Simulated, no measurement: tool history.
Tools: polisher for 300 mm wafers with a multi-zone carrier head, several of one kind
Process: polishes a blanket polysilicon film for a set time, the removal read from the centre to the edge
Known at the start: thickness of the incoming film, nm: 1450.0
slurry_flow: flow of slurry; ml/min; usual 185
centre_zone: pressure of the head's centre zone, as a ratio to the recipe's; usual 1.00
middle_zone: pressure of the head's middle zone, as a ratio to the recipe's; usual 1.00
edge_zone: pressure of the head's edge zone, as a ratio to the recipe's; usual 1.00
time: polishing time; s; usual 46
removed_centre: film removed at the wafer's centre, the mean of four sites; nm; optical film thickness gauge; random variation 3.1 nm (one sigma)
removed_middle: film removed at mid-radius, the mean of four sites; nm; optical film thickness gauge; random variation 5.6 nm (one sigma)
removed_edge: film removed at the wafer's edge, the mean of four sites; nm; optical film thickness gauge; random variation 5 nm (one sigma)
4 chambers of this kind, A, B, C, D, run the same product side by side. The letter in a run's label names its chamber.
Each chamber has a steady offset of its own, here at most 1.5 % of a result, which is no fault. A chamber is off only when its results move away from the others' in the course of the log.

| run | hour | slurry_flow | centre_zone | middle_zone | edge_zone | time | wafers polished on this pad | hours since the slurry nozzle was cleaned | hours since the centre zone pressure was calibrated | hours since the edge zone pressure was calibrated | removed_centre | removed_middle | removed_edge |
|---|---|---|---|---|---|---|---|---|---|---|---|---|---|
| 1B | 9.0 | 185 | 1.00 | 1.00 | 1.00 | 46 | 264 | 293.2 | 1092.5 | 815.1 | 390.82 | 388.55 | 391.97 |
|  | 12.9 | chamber D: worn pad replaced by a new one |
|  | 16.2 | chamber B: slurry nozzle cleaned |
| 2C | 18.4 | 185 | 1.00 | 1.00 | 1.00 | 46 | 436 | 124.2 | 256.7 | 695.7 | 395.97 | 384.79 | 387.71 |
| 3D | 28.6 | 185 | 1.00 | 1.00 | 1.00 | 46 | 170 | 89.4 | 242.1 | 109.1 | 388.20 | 391.09 | 391.89 |
| 4A | 36.2 | 185 | 1.00 | 1.00 | 1.00 | 46 | 855 | 59.3 | 530.6 | 149.5 | 385.52 | 397.21 | 396.35 |
| 5D | 44.5 | 185 | 1.00 | 1.00 | 1.00 | 46 | 342 | 105.3 | 258.0 | 125.0 | 396.83 | 389.59 | 399.33 |
|  | 48.9 | chamber A: worn pad replaced by a new one |
| 6B | 54.5 | 185 | 1.00 | 1.00 | 1.00 | 46 | 756 | 38.3 | 1138.0 | 860.6 | 391.31 | 395.49 | 394.08 |
|  | 60.4 | chamber A: centre zone pressure recalibrated |
|  | 61.5 | chamber B: edge zone pressure recalibrated |
| 7C | 61.5 | 185 | 1.00 | 1.00 | 1.00 | 46 | 902 | 167.3 | 299.8 | 738.8 | 393.37 | 384.20 | 391.58 |
|  | 69.4 | chamber B: worn pad replaced by a new one |
| 8A | 72.9 | 185 | 1.00 | 1.00 | 1.00 | 46 | 259 | 96.0 | 12.5 | 186.2 | 391.87 | 397.32 | 391.44 |
| 9C | 80.1 | 185 | 0.89 | 1.12 | 1.00 | 46 | 1103 | 185.9 | 318.4 | 757.4 | 342.97 | 443.34 | 388.29 |
|  | 84.8 | chamber C: worn pad replaced by a new one |
| 10B | 87.2 | 185 | 0.89 | 1.12 | 1.00 | 46 | 193 | 71.0 | 1170.7 | 25.8 | 343.83 | 430.43 | 381.87 |
| 11A | 94.4 | 185 | 0.89 | 1.12 | 1.00 | 46 | 491 | 117.5 | 34.0 | 207.7 | 346.73 | 440.05 | 402.12 |
| 12D | 102.4 | 185 | 0.89 | 1.12 | 1.00 | 46 | 967 | 163.2 | 315.9 | 182.9 | 342.46 | 422.83 | 384.31 |
| 13A | 111.5 | 185 | 1.00 | 1.00 | 1.00 | 46 | 676 | 134.6 | 51.1 | 224.8 | 396.20 | 397.95 | 396.70 |
| 14C | 118.9 | 185 | 1.00 | 1.00 | 1.00 | 46 | 368 | 224.7 | 357.2 | 796.2 | 393.21 | 383.83 | 394.20 |
| 15D | 127.3 | 185 | 1.00 | 1.00 | 1.00 | 46 | 1236 | 188.1 | 340.8 | 207.8 | 393.70 | 386.79 | 391.12 |
|  | 127.8 | chamber C: centre zone pressure recalibrated |
| 16B | 133.0 | 185 | 1.00 | 1.00 | 1.00 | 31 | 687 | 116.8 | 1216.5 | 71.6 | 262.89 | 255.99 | 259.66 |
|  | 141.4 | chamber A: worn pad replaced by a new one |
| 17C | 142.1 | 185 | 1.00 | 1.00 | 1.00 | 31 | 619 | 247.9 | 14.3 | 819.4 | 248.56 | 261.57 | 262.03 |
|  | 142.7 | chamber D: worn pad replaced by a new one |
| 18D | 151.0 | 185 | 1.00 | 1.00 | 1.00 | 31 | 89 | 211.8 | 364.5 | 231.5 | 262.35 | 261.56 | 264.54 |
| 19B | 161.1 | 185 | 1.00 | 1.00 | 1.00 | 31 | 991 | 144.9 | 1244.6 | 99.7 | 266.93 | 258.94 | 265.78 |
| 20A | 167.3 | 185 | 1.00 | 1.00 | 0.91 | 46 | 280 | 190.4 | 106.9 | 280.6 | 386.63 | 391.58 | 380.50 |
|  | 169.0 | chamber B: worn pad replaced by a new one |
| 21D | 176.2 | 185 | 1.00 | 1.00 | 0.91 | 46 | 362 | 237.0 | 389.7 | 256.7 | 392.16 | 394.58 | 380.26 |
| 22B | 185.7 | 185 | 1.00 | 1.00 | 0.91 | 46 | 181 | 169.5 | 1269.2 | 124.3 | 394.79 | 391.49 | 374.33 |
|  | 187.0 | chamber C: worn pad replaced by a new one |
| 23A | 197.2 | 185 | 1.00 | 1.00 | 0.91 | 46 | 603 | 220.3 | 136.8 | 310.5 | 396.55 | 391.26 | 372.31 |
| 24C | 208.5 | 185 | 1.00 | 1.00 | 1.00 | 46 | 232 | 314.3 | 80.7 | 885.8 | 371.68 | 395.44 | 389.09 |
| 25C | 215.0 | 185 | 1.00 | 1.00 | 1.00 | 46 | 302 | 320.8 | 87.2 | 892.3 | 369.48 | 379.82 | 395.67 |
| 26D | 222.0 | 185 | 0.90 | 1.00 | 1.00 | 46 | 856 | 282.8 | 435.5 | 302.5 | 352.46 | 391.62 | 393.42 |
| 27A | 233.4 | 185 | 0.90 | 1.00 | 1.00 | 46 | 994 | 256.5 | 173.0 | 346.7 | 349.26 | 388.64 | 392.16 |
| 28B | 241.4 | 185 | 0.90 | 1.00 | 1.00 | 46 | 782 | 225.2 | 1324.9 | 180.0 | 351.89 | 389.94 | 394.53 |
| 29C | 247.8 | 185 | 0.90 | 1.00 | 1.00 | 46 | 657 | 353.6 | 120.0 | 925.1 | 328.00 | 374.97 | 387.91 |
|  | 250.0 | chamber A: worn pad replaced by a new one |
| 30A | 255.4 | 185 | 1.00 | 1.00 | 1.00 | 46 | 58 | 278.5 | 195.0 | 368.7 | 394.12 | 387.13 | 391.46 |

Next, every chamber runs the same settings. What will each give?
| 31A | 264.0 | 185 | 1.00 | 1.00 | 1.00 | 59 |  |  |  |  | ? | ? | ? |
| 31B | 264.0 | 185 | 1.00 | 1.00 | 1.00 | 59 |  |  |  |  | ? | ? | ? |
| 31C | 264.0 | 185 | 1.00 | 1.00 | 1.00 | 59 |  |  |  |  | ? | ? | ? |
| 31D | 264.0 | 185 | 1.00 | 1.00 | 1.00 | 59 |  |  |  |  | ? | ? | ? |

| run | removed_centre | removed_middle | removed_edge |
|---|---|---|---|
| 31A | 505.51 | 520.55 | 501.26 |
| 31B | 496.63 | 494.26 | 496.95 |
| 31C | 471.17 | 503.66 | 498.56 |
| 31D | 496.87 | 493.01 | 491.38 |
